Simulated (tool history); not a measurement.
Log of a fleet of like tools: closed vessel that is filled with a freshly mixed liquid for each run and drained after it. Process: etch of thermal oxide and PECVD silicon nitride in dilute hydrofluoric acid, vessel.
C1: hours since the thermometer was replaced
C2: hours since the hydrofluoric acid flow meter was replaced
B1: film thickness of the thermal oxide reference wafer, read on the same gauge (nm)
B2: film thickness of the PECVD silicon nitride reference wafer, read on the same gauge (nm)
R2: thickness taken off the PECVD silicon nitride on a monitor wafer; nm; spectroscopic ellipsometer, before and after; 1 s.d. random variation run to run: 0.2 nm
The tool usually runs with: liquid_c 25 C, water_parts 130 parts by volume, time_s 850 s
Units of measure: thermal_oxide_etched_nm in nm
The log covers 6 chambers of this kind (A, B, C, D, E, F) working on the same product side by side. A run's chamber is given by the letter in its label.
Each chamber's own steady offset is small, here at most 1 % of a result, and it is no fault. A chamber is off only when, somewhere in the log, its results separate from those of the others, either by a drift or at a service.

run 1B hour=10.1 | liquid_c=25 water_parts=130 time_s=850 | C1=374.2 C2=292.1 | B1=70.012 B2=49.962 | thermal_oxide_etched_nm=32.206 R2=26.97
run 2A hour=21 | liquid_c=25 water_parts=130 time_s=850 | C1=211.1 C2=798.2 | B1=70.012 B2=49.998 | thermal_oxide_etched_nm=31.779 R2=27.638
run 3C hour=28.3 | liquid_c=25 water_parts=130 time_s=850 | C1=89.8 C2=507 | B1=70.028 B2=50.006 | thermal_oxide_etched_nm=32.071 R2=27.751
run 4F hour=40 | liquid_c=25 water_parts=130 time_s=850 | C1=1966.3 C2=1843.4 | B1=70.036 B2=50.011 | thermal_oxide_etched_nm=32.008 R2=27.523
run 5E hour=46.4 | liquid_c=25 water_parts=130 time_s=850 | C1=1970.2 C2=116 | B1=69.979 B2=50.011 | thermal_oxide_etched_nm=32.107 R2=27.23
run 6D hour=54 | liquid_c=25 water_parts=130 time_s=850 | C1=1075.8 C2=550.3 | B1=70.005 B2=49.987 | thermal_oxide_etched_nm=31.558 R2=27.592
run 7E hour=62 | liquid_c=25 water_parts=130 time_s=850 | C1=1985.8 C2=131.6 | B1=69.98 B2=50.006 | thermal_oxide_etched_nm=31.636 R2=27.208
run 8D hour=70.7 | liquid_c=25 water_parts=130 time_s=850 | C1=1092.5 C2=567 | B1=69.978 B2=49.979 | thermal_oxide_etched_nm=32.447 R2=27.749
run 9A hour=76.4 | liquid_c=25 water_parts=130 time_s=850 | C1=266.5 C2=853.6 | B1=69.987 B2=50.021 | thermal_oxide_etched_nm=32.116 R2=26.995
run 10F hour=83.5 | liquid_c=25 water_parts=130 time_s=850 | C1=2009.8 C2=1886.9 | B1=70.019 B2=49.989 | thermal_oxide_etched_nm=32.691 R2=27.435
-- hour=93.4 chamber C: hydrofluoric acid flow meter replaced
run 11C hour=95.9 | liquid_c=25 water_parts=130 time_s=850 | C1=157.4 C2=2.6 | B1=69.998 B2=49.98 | thermal_oxide_etched_nm=31.735 R2=27.8
run 12B hour=101.6 | liquid_c=25 water_parts=130 time_s=850 | C1=465.7 C2=383.6 | B1=69.962 B2=50.006 | thermal_oxide_etched_nm=32.156 R2=27.408
run 13C hour=114.3 | liquid_c=25 water_parts=130 time_s=850 | C1=175.8 C2=21 | B1=69.998 B2=50.012 | thermal_oxide_etched_nm=32.374 R2=28.07
run 14A hour=122.2 | liquid_c=25 water_parts=150 time_s=700 | C1=312.3 C2=899.4 | B1=70.016 B2=50.013 | thermal_oxide_etched_nm=22.003 R2=19.558
run 15E hour=131.3 | liquid_c=25 water_parts=150 time_s=700 | C1=2055.1 C2=200.9 | B1=70.002 B2=50.006 | thermal_oxide_etched_nm=22.068 R2=19.5
run 16D hour=141.6 | liquid_c=25 water_parts=150 time_s=700 | C1=1163.4 C2=637.9 | B1=69.995 B2=50.005 | thermal_oxide_etched_nm=21.931 R2=19.392
run 17B hour=152.5 | liquid_c=25 water_parts=150 time_s=700 | C1=516.6 C2=434.5 | B1=69.988 B2=49.977 | thermal_oxide_etched_nm=22.454 R2=19.865
run 18F hour=160.8 | liquid_c=25 water_parts=150 time_s=700 | C1=2087.1 C2=1964.2 | B1=69.998 B2=49.997 | thermal_oxide_etched_nm=22.491 R2=19.606
run 19E hour=166.7 | liquid_c=25 water_parts=150 time_s=700 | C1=2090.5 C2=236.3 | B1=70.003 B2=49.985 | thermal_oxide_etched_nm=22.127 R2=19.235
-- hour=167.8 chamber E: thermometer replaced
run 20D hour=178.6 | liquid_c=25 water_parts=130 time_s=850 | C1=1200.4 C2=674.9 | B1=70.021 B2=50.004 | thermal_oxide_etched_nm=31.435 R2=27.135
run 21F hour=190.4 | liquid_c=21 water_parts=100 time_s=850 | C1=2116.7 C2=1993.8 | B1=69.999 B2=50.012 | thermal_oxide_etched_nm=36.015 R2=27.526
run 22C hour=201.9 | liquid_c=21 water_parts=100 time_s=850 | C1=263.4 C2=108.6 | B1=70.012 B2=50.003 | thermal_oxide_etched_nm=37.543 R2=27.397
run 23A hour=209.6 | liquid_c=21 water_parts=100 time_s=850 | C1=399.7 C2=986.8 | B1=69.997 B2=49.995 | thermal_oxide_etched_nm=37.41 R2=27.568
run 24B hour=219 | liquid_c=21 water_parts=100 time_s=850 | C1=583.1 C2=501 | B1=69.977 B2=50.005 | thermal_oxide_etched_nm=36.296 R2=27.176
run 25F hour=230.9 | liquid_c=21 water_parts=100 time_s=850 | C1=2157.2 C2=2034.3 | B1=69.988 B2=49.98 | thermal_oxide_etched_nm=36.522 R2=27.332
run 26A hour=242.4 | liquid_c=21 water_parts=100 time_s=850 | C1=432.5 C2=1019.6 | B1=70.003 B2=49.991 | thermal_oxide_etched_nm=37.029 R2=27.474
run 27D hour=252.2 | liquid_c=25 water_parts=130 time_s=850 | C1=1274 C2=748.5 | B1=70 B2=49.996 | thermal_oxide_etched_nm=29.63 R2=25.975
run 28B hour=262.2 | liquid_c=25 water_parts=130 time_s=850 | C1=626.3 C2=544.2 | B1=70.011 B2=50.009 | thermal_oxide_etched_nm=32.082 R2=27.587
run 29E hour=267.9 | liquid_c=28.5 water_parts=130 time_s=850 | C1=100.2 C2=337.5 | B1=70.01 B2=50.004 | thermal_oxide_etched_nm=36.179 R2=34.543
run 30C hour=280.4 | liquid_c=28.5 water_parts=130 time_s=850 | C1=341.9 C2=187.1 | B1=69.993 B2=49.999 | thermal_oxide_etched_nm=36.853 R2=34.637
run 31F hour=286.6 | liquid_c=28.5 water_parts=130 time_s=850 | C1=2212.9 C2=2090 | B1=70.014 B2=50.011 | thermal_oxide_etched_nm=36.252 R2=34.508
run 32E hour=294.7 | liquid_c=28.5 water_parts=130 time_s=850 | C1=127 C2=364.3 | B1=70.017 B2=50.035 | thermal_oxide_etched_nm=37.13 R2=33.673
run 33B hour=303.9 | liquid_c=28.5 water_parts=130 time_s=850 | C1=668 C2=585.9 | B1=69.984 B2=50.003 | thermal_oxide_etched_nm=36.383 R2=34.25
run 34A hour=309.8 | liquid_c=28.5 water_parts=130 time_s=850 | C1=499.9 C2=1087 | B1=70.015 B2=50.027 | thermal_oxide_etched_nm=36.571 R2=34.242
run 35D hour=321.2 | liquid_c=25 water_parts=175 time_s=375 | C1=1343 C2=817.5 | B1=69.995 B2=49.997 | thermal_oxide_etched_nm=9.0923 R2=8.3985
run 36C hour=329.3 | liquid_c=25 water_parts=175 time_s=375 | C1=390.8 C2=236 | B1=70 B2=50.014 | thermal_oxide_etched_nm=10.16 R2=9.1659
run 37A hour=338.8 | liquid_c=25 water_parts=175 time_s=375 | C1=528.9 C2=1116 | B1=69.999 B2=50 | thermal_oxide_etched_nm=9.8004 R2=9.0463

Is one chamber out of step, is the gauge drifting, or do the chambers differ by no more than their own small offsets? For an off chamber, give its letter and the likeliest cause.

Little by little, chamber D moves away from the other chambers.
What lies behind it: hydrofluoric acid flow below the setpoint (%) = 9.26.

Below are 4 candidate recipes for chamber D's next run, each the usual settings with a change, their results shown as question marks. Which of them brings D's results back in line with what the other chambers give on the usual settings?
Counts as in line when no further than this from what the other chambers average on the usual settings: thermal_oxide_etched_nm 1 nm; R2 0.69 nm
run 38D-1 hour=348.1 | liquid_c=24.5 water_parts=120 time_s=890 | thermal_oxide_etched_nm=? R2=?
run 38D-2 hour=348.1 | liquid_c=25.5 water_parts=140 time_s=810 | thermal_oxide_etched_nm=? R2=?
run 38D-3 hour=348.1 | liquid_c=25 water_parts=135 time_s=840 | thermal_oxide_etched_nm=? R2=?
run 38D-4 hour=348.1 | liquid_c=25 water_parts=125 time_s=860 | thermal_oxide_etched_nm=? R2=?

What the other chambers average on the usual settings: thermal_oxide_etched_nm 32.028 nm; R2 27.523 nm
run=38D-1 thermal_oxide_etched_nm=32.343 R2=27.618
run=38D-2 thermal_oxide_etched_nm=25.523 R2=22.972
run=38D-3 thermal_oxide_etched_nm=27.119 R2=23.938
run=38D-4 thermal_oxide_etched_nm=30.375 R2=26.453
The right change is 38D-1: it brings the chamber back within the allowed miss of the others.

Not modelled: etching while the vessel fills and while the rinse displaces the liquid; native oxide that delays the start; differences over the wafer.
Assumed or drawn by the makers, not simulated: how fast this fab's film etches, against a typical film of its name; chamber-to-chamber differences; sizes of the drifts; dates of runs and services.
